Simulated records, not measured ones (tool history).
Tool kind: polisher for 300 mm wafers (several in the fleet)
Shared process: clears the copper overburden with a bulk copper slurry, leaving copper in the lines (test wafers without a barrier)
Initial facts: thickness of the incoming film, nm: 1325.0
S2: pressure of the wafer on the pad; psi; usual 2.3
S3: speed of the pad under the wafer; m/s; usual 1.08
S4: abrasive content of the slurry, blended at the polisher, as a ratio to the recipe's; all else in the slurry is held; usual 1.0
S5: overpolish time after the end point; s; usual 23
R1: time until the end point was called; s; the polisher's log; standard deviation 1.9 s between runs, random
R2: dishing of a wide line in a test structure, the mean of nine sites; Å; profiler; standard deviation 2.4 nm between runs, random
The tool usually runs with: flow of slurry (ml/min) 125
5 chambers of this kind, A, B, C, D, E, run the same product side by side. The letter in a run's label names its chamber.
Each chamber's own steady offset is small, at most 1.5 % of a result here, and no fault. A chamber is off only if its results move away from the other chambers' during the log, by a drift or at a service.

{"run": "1A", "day": 0.233, "flow of slurry (ml/min)": 125, "S2": 2.3, "S3": 1.08, "S4": 1.0, "S5": 23, "R1": 143.38, "R2": 1016.5}
{"run": "2B", "day": 0.712, "flow of slurry (ml/min)": 125, "S2": 2.3, "S3": 1.08, "S4": 1.0, "S5": 23, "R1": 143.74, "R2": 1045.7}
{"run": "3E", "day": 0.979, "flow of slurry (ml/min)": 125, "S2": 2.3, "S3": 1.08, "S4": 1.0, "S5": 23, "R1": 141.71, "R2": 1031.2}
{"run": "4C", "day": 1.279, "flow of slurry (ml/min)": 125, "S2": 2.3, "S3": 1.08, "S4": 1.0, "S5": 23, "R1": 147.38, "R2": 1037.8}
{"run": "5D", "day": 1.696, "flow of slurry (ml/min)": 125, "S2": 2.3, "S3": 1.08, "S4": 1.0, "S5": 23, "R1": 141.94, "R2": 1027.4}
{"day": 1.708, "done": "chamber B: slurry blender recalibrated"}
{"run": "6D", "day": 2.033, "flow of slurry (ml/min)": 125, "S2": 2.3, "S3": 1.08, "S4": 1.0, "S5": 23, "R1": 142.27, "R2": 1036.3}
{"day": 2.071, "done": "chamber E: slurry blender recalibrated"}
{"run": "7E", "day": 2.279, "flow of slurry (ml/min)": 125, "S2": 2.3, "S3": 1.08, "S4": 1.0, "S5": 23, "R1": 146.28, "R2": 1043.7}
{"day": 2.488, "done": "chamber E: worn pad replaced by a new one"}
{"day": 2.646, "done": "chamber B: worn pad replaced by a new one"}
{"run": "8C", "day": 2.738, "flow of slurry (ml/min)": 125, "S2": 2.3, "S3": 1.08, "S4": 1.0, "S5": 33, "R1": 144.42, "R2": 1213.3}
{"run": "9B", "day": 2.967, "flow of slurry (ml/min)": 125, "S2": 2.3, "S3": 1.08, "S4": 1.0, "S5": 33, "R1": 142.99, "R2": 1220.3}
{"day": 3.279, "done": "chamber D: worn pad replaced by a new one"}
{"run": "10A", "day": 3.338, "flow of slurry (ml/min)": 125, "S2": 2.3, "S3": 1.08, "S4": 1.0, "S5": 33, "R1": 143.79, "R2": 1208.3}
{"run": "11A", "day": 3.696, "flow of slurry (ml/min)": 125, "S2": 2.3, "S3": 1.08, "S4": 1.0, "S5": 33, "R1": 142.35, "R2": 1238.2}
{"run": "12D", "day": 4.162, "flow of slurry (ml/min)": 125, "S2": 2.3, "S3": 1.08, "S4": 1.0, "S5": 33, "R1": 146.75, "R2": 1274.6}
{"run": "13B", "day": 4.417, "flow of slurry (ml/min)": 125, "S2": 2.3, "S3": 1.08, "S4": 1.0, "S5": 23, "R1": 141.22, "R2": 1006.6}
{"run": "14C", "day": 4.642, "flow of slurry (ml/min)": 125, "S2": 2.3, "S3": 1.08, "S4": 1.0, "S5": 23, "R1": 142.2, "R2": 988.94}
{"day": 5.075, "done": "chamber C: slurry nozzle cleaned"}
{"run": "15E", "day": 5.096, "flow of slurry (ml/min)": 125, "S2": 2.3, "S3": 1.08, "S4": 1.0, "S5": 23, "R1": 143.89, "R2": 1018.1}
{"day": 5.346, "done": "chamber C: slurry blender recalibrated"}
{"run": "16E", "day": 5.467, "flow of slurry (ml/min)": 125, "S2": 2.3, "S3": 1.08, "S4": 1.0, "S5": 23, "R1": 145.39, "R2": 1012.7}
{"run": "17C", "day": 5.712, "flow of slurry (ml/min)": 125, "S2": 2.3, "S3": 1.08, "S4": 1.0, "S5": 23, "R1": 141.75, "R2": 1030.5}
{"day": 5.842, "done": "chamber C: worn pad replaced by a new one"}
{"day": 6.075, "done": "chamber B: worn pad replaced by a new one"}
{"run": "18B", "day": 6.1, "flow of slurry (ml/min)": 125, "S2": 2.3, "S3": 1.08, "S4": 1.0, "S5": 23, "R1": 140.88, "R2": 1041.7}
{"run": "19A", "day": 6.375, "flow of slurry (ml/min)": 125, "S2": 2.3, "S3": 1.08, "S4": 1.0, "S5": 23, "R1": 142.87, "R2": 1047.1}
{"day": 6.462, "done": "chamber D: head pressure recalibrated"}
{"run": "20D", "day": 6.596, "flow of slurry (ml/min)": 125, "S2": 2.3, "S3": 1.08, "S4": 1.0, "S5": 23, "R1": 155.48, "R2": 1009.4}
{"day": 6.621, "done": "chamber E: slurry nozzle cleaned"}
{"run": "21C", "day": 6.954, "flow of slurry (ml/min)": 125, "S2": 2.3, "S3": 1.08, "S4": 1.0, "S5": 23, "R1": 139.14, "R2": 1016.2}
{"run": "22D", "day": 7.233, "flow of slurry (ml/min)": 125, "S2": 2.3, "S3": 1.08, "S4": 1.0, "S5": 23, "R1": 153.27, "R2": 981.43}
{"run": "23E", "day": 7.721, "flow of slurry (ml/min)": 125, "S2": 2.3, "S3": 1.08, "S4": 1.0, "S5": 23, "R1": 141.87, "R2": 1035.6}
{"day": 7.983, "done": "chamber D: worn pad replaced by a new one"}
{"run": "24A", "day": 8.204, "flow of slurry (ml/min)": 125, "S2": 2.3, "S3": 1.08, "S4": 1.0, "S5": 23, "R1": 140.55, "R2": 1016.2}
{"day": 8.646, "done": "chamber A: worn pad replaced by a new one"}
{"run": "25B", "day": 8.692, "flow of slurry (ml/min)": 125, "S2": 2.7, "S3": 1.08, "S4": 0.9, "S5": 23, "R1": 123.76, "R2": 1199.8}
{"day": 8.821, "done": "chamber D: slurry nozzle cleaned"}
{"run": "26A", "day": 8.967, "flow of slurry (ml/min)": 125, "S2": 2.7, "S3": 1.08, "S4": 0.9, "S5": 23, "R1": 122.95, "R2": 1170.1}
{"run": "27E", "day": 9.217, "flow of slurry (ml/min)": 125, "S2": 2.7, "S3": 1.08, "S4": 0.9, "S5": 23, "R1": 120.83, "R2": 1101.6}
{"day": 9.388, "done": "chamber E: worn pad replaced by a new one"}
{"run": "28B", "day": 9.65, "flow of slurry (ml/min)": 125, "S2": 2.7, "S3": 1.08, "S4": 0.9, "S5": 23, "R1": 125.07, "R2": 1186.0}
{"run": "29D", "day": 10.071, "flow of slurry (ml/min)": 125, "S2": 2.7, "S3": 1.08, "S4": 0.9, "S5": 23, "R1": 135.1, "R2": 1090.2}
{"run": "30C", "day": 10.467, "flow of slurry (ml/min)": 125, "S2": 2.3, "S3": 1.26, "S4": 1.0, "S5": 23, "R1": 123.82, "R2": 1159.9}
{"run": "31E", "day": 10.717, "flow of slurry (ml/min)": 125, "S2": 2.3, "S3": 1.26, "S4": 1.0, "S5": 23, "R1": 121.68, "R2": 1130.3}
{"run": "32C", "day": 11.092, "flow of slurry (ml/min)": 125, "S2": 2.3, "S3": 1.26, "S4": 1.0, "S5": 23, "R1": 124.93, "R2": 1109.6}
{"run": "33D", "day": 11.492, "flow of slurry (ml/min)": 125, "S2": 2.3, "S3": 1.26, "S4": 1.0, "S5": 23, "R1": 128.13, "R2": 1036.2}

Decide between three cases: one chamber stands off from its peers, the gauge reading all wafers drifts, or nothing is wrong past each chamber's small offset. Where a chamber is off, say which and what most likely put it there.

A service left chamber D off against the others.
What lies behind it: head's pressure below its setpoint, % = 7.03.

Below are 4 candidate recipes for chamber D's next run, each the usual settings with a change, their results shown as question marks. Which of them brings D's results back in line with what the other chambers give on the usual settings?
Counts as in line when no further than this from what the other chambers average on the usual settings: R1 6.70 s; R2 86.00 Å
{"run": "34D-1", "day": 11.842, "flow of slurry (ml/min)": 125, "S2": 2.4, "S3": 1.12, "S4": 1.0, "S5": 23, "R1": "?", "R2": "?"}
{"run": "34D-2", "day": 11.842, "flow of slurry (ml/min)": 125, "S2": 2.1, "S3": 1.0, "S4": 1.0, "S5": 22, "R1": "?", "R2": "?"}
{"run": "34D-3", "day": 11.842, "flow of slurry (ml/min)": 125, "S2": 2.2, "S3": 1.04, "S4": 1.0, "S5": 23, "R1": "?", "R2": "?"}
{"run": "34D-4", "day": 11.842, "flow of slurry (ml/min)": 125, "S2": 2.5, "S3": 1.16, "S4": 1.0, "S5": 24, "R1": "?", "R2": "?"}

Average result of the remaining chambers running the usual settings: R1 142.92 s; R2 1027.00 Å
run=34D-1 R1=142.01 R2=1021.30
run=34D-2 R1=181.71 R2=841.65
run=34D-3 R1=166.80 R2=917.43
run=34D-4 R1=131.64 R2=1095.40
The right change is 34D-1: it brings the chamber back within the allowed miss of the others.
